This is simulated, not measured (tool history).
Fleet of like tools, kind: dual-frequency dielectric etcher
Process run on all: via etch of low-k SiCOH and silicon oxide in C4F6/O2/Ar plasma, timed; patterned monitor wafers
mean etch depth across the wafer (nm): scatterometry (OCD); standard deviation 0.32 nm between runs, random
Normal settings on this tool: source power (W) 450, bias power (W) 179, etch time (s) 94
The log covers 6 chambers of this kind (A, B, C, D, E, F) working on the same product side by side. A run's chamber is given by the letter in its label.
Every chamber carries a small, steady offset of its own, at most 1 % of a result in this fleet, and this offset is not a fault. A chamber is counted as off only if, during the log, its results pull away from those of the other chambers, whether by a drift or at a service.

run	hour	source power (W)	bias power (W)	etch time (s)	hours since the last wet clean	hours since the last source power generator calibration	hours since the last bias power generator calibration	read-back reference wafer on the same gauge, depth_nm	mean etch depth across the wafer (nm)
1B	2.4	450	179	94	273.5	1909.8	2343.9	320.93	277.24
2C	5.9	450	179	94	267.6	4753.9	1876.5	320.91	275.19
3F	9.8	450	179	94	208.3	3882.7	732	320.86	275.04
4A	13.7	450	179	94	328.7	1908.2	1962.9	320.95	273.23
5E	15.9	450	179	94	291.2	2132.4	949	320.86	274.08
6D	18.8	450	179	94	445	3575.6	1379.5	320.72	277.22
7E	21.9	410	199	94	297.2	2138.4	955	320.72	273.09
8D	25.3	410	199	94	451.5	3582.1	1386	320.62	276.02
9B	29.1	410	199	94	300.2	1936.5	2370.6	320.68	275.31
10C	33.1	410	199	94	294.8	4781.1	1903.7	320.51	274.24
11F	36.2	410	199	94	234.7	3909.1	758.4	320.61	273.44
# hour 38.2: chamber C: source power generator calibrated
12A	39.4	410	199	94	354.4	1933.9	1988.6	320.52	272.29
13E	42.7	450	179	94	318	2159.2	975.8	320.42	273.7
14D	46.6	450	179	94	472.8	3603.4	1407.3	320.38	276.36
15C	49.6	450	179	94	311.3	11.5	1920.2	320.37	274.4
# hour 51.5: chamber E: wet clean of the chamber
# hour 52.4: chamber D: wet clean of the chamber
16F	52.8	450	179	94	251.3	3925.7	775	320.36	274.65
17B	55.3	450	179	94	326.4	1962.7	2396.8	320.26	276.1
18A	57.2	450	179	94	372.2	1951.7	2006.4	320.26	272.67
19A	60	450	179	94	375	1954.5	2009.2	320.19	273.3
20D	63.8	450	179	94	11.5	3620.6	1424.5	320.18	276.46
21F	65.8	450	179	94	264.3	3938.7	788	320.21	274.02
22E	69.4	450	179	94	18	2185.9	1002.5	320.21	273.99
23C	71.4	450	179	94	333.1	33.3	1942	320.1	273.64
24B	74.2	450	179	94	345.3	1981.6	2415.7	320.12	276.28
25F	77.1	450	179	94	275.6	3950	799.3	319.94	273.49
26E	80.8	450	179	94	29.4	2197.3	1013.9	319.94	273.59
27D	83.5	450	179	94	31.2	3640.3	1444.2	319.99	276.49
28B	87.4	450	179	94	358.5	1994.8	2428.9	319.78	276.29
29C	90.9	450	179	94	352.6	52.8	1961.5	319.84	274.15
30A	93.5	450	179	94	408.5	1988	2042.7	319.79	272.22
31F	97	450	179	94	295.5	3969.9	819.2	319.77	273.48
32C	100.6	450	179	94	362.3	62.5	1971.2	319.7	273.69
33A	104.2	450	179	94	419.2	1998.7	2053.4	319.72	272.47
34D	107.3	450	179	94	55	3664.1	1468	319.52	276.27
35E	109.2	360	179	94	57.8	2225.7	1042.3	319.46	250.66
36B	111.3	360	179	94	382.4	2018.7	2452.8	319.49	252.84
37E	114.9	360	179	94	63.5	2231.4	1048	319.46	250.17

Does one chamber stand apart from the rest, does the shared gauge drift, or is all well apart from small per-chamber offsets? Give the chamber and the most likely cause, where there is one.

The gauge drifts, so all chambers seem to drift together. No chamber is off.
Cause: gauge reads low (%) = 0.48.

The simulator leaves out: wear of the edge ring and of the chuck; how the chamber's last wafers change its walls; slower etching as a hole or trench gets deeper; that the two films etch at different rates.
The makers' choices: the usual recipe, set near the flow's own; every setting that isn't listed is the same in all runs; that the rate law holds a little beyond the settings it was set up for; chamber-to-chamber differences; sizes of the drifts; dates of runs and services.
